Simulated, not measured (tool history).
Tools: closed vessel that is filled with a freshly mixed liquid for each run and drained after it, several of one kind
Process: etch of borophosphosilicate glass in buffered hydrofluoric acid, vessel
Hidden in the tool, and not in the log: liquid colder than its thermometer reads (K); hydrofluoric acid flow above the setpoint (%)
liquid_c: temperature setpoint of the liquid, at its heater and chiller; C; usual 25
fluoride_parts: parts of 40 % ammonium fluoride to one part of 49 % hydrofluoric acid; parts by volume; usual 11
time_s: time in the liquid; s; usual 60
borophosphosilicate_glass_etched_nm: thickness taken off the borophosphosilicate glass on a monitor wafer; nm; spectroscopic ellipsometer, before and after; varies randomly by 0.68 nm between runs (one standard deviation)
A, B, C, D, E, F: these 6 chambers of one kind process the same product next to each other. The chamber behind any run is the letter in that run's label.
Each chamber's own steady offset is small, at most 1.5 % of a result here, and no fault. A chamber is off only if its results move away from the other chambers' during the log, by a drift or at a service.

run	hour	liquid_c	fluoride_parts	time_s	hours since the thermometer was replaced	hours since the hydrofluoric acid flow meter was replaced	read-back film thickness of the borophosphosilicate glass reference wafer, read on the same gauge (nm)	borophosphosilicate_glass_etched_nm
1F	4.7	25	11	60	608.1	602.2	50.001	71.201
2E	10.9	25	11	60	1705.6	181.4	50.003	71.046
# hour 13.2: chamber A: hydrofluoric acid flow meter replaced
3C	15.3	25	11	60	723.8	208.9	49.996	72.389
4B	21.5	25	11	60	430.2	348.7	49.983	72.610
5D	26.6	25	11	60	317.2	543.9	50.002	71.097
6A	31.8	25	11	60	792.7	18.6	50.004	70.714
7A	37.0	25	11	60	797.9	23.8	50.004	71.279
8C	40.3	25	11	60	748.8	233.9	50.010	72.449
9E	47.0	25	11	60	1741.7	217.5	50.013	71.358
10F	52.7	25	11	60	656.1	650.2	49.987	72.556
11B	59.6	25	11	60	468.3	386.8	49.992	72.155
12D	63.7	25	11	60	354.3	581.0	49.976	71.882
13D	70.5	25	11	60	361.1	587.8	50.000	71.277
14B	76.5	29	11	45	485.2	403.7	49.997	66.581
15E	79.8	29	11	45	1774.5	250.3	50.003	66.680
16F	83.4	29	11	45	686.8	680.9	49.999	67.894
17C	88.4	29	11	45	796.9	282.0	50.007	68.155
# hour 91.6: chamber A: thermometer replaced
# hour 92.9: chamber E: thermometer replaced
18A	94.1	29	11	45	2.6	80.9	49.995	65.110
19F	100.7	29	11	45	704.1	698.2	49.997	66.242
20B	105.2	25	11	60	513.9	432.4	50.007	71.148
21E	108.6	25	11	60	15.7	279.1	49.984	71.411
22D	113.0	25	11	60	403.6	630.3	49.976	70.756
23A	119.5	25	11	60	28.0	106.3	49.990	72.490
24C	122.7	25	11	60	831.2	316.3	50.004	70.215
25D	127.7	25	11	60	418.3	645.0	49.992	70.362
26E	131.3	25	11	60	38.4	301.8	49.999	70.729
27A	134.9	25	11	60	43.4	121.7	49.994	71.153
28B	140.9	25	11	60	549.6	468.1	49.977	72.795
29C	147.0	25	11	60	855.5	340.6	50.001	68.861
30F	151.3	25	11	60	754.7	748.8	50.004	71.744
31C	157.9	25	11	60	866.4	351.5	50.008	67.519
32B	164.7	25	11	60	573.4	491.9	50.013	71.262
33A	169.5	25	11	60	78.0	156.3	49.988	73.284
34F	174.1	25	11	60	777.5	771.6	49.995	73.041
35E	179.1	25	11	60	86.2	349.6	50.025	71.456
36D	184.9	25	11	60	475.5	702.2	50.001	71.009
37C	191.0	25	11	40	899.5	384.6	49.997	43.447
38B	197.0	25	11	40	605.7	524.2	50.005	48.804
39D	202.7	25	11	40	493.3	720.0	49.996	48.265
40E	206.3	25	11	40	113.4	376.8	49.979	47.773
41F	209.4	25	11	40	812.8	806.9	49.971	48.328
42A	213.6	25	11	40	122.1	200.4	49.993	47.224
43F	218.6	25	11	60	822.0	816.1	50.032	72.438
44C	224.9	25	11	60	933.4	418.5	49.993	63.179

For the next run the whole fleet of 6 chambers uses the same settings. Give each chamber's results:
45A	230.0	25	11	50				?
45B	230.0	25	11	50				?
45C	230.0	25	11	50				?
45D	230.0	25	11	50				?
45E	230.0	25	11	50				?
45F	230.0	25	11	50				?

run	borophosphosilicate_glass_etched_nm
45A	60.125
45B	60.216
45C	52.511
45D	58.916
45E	60.595
45F	60.038
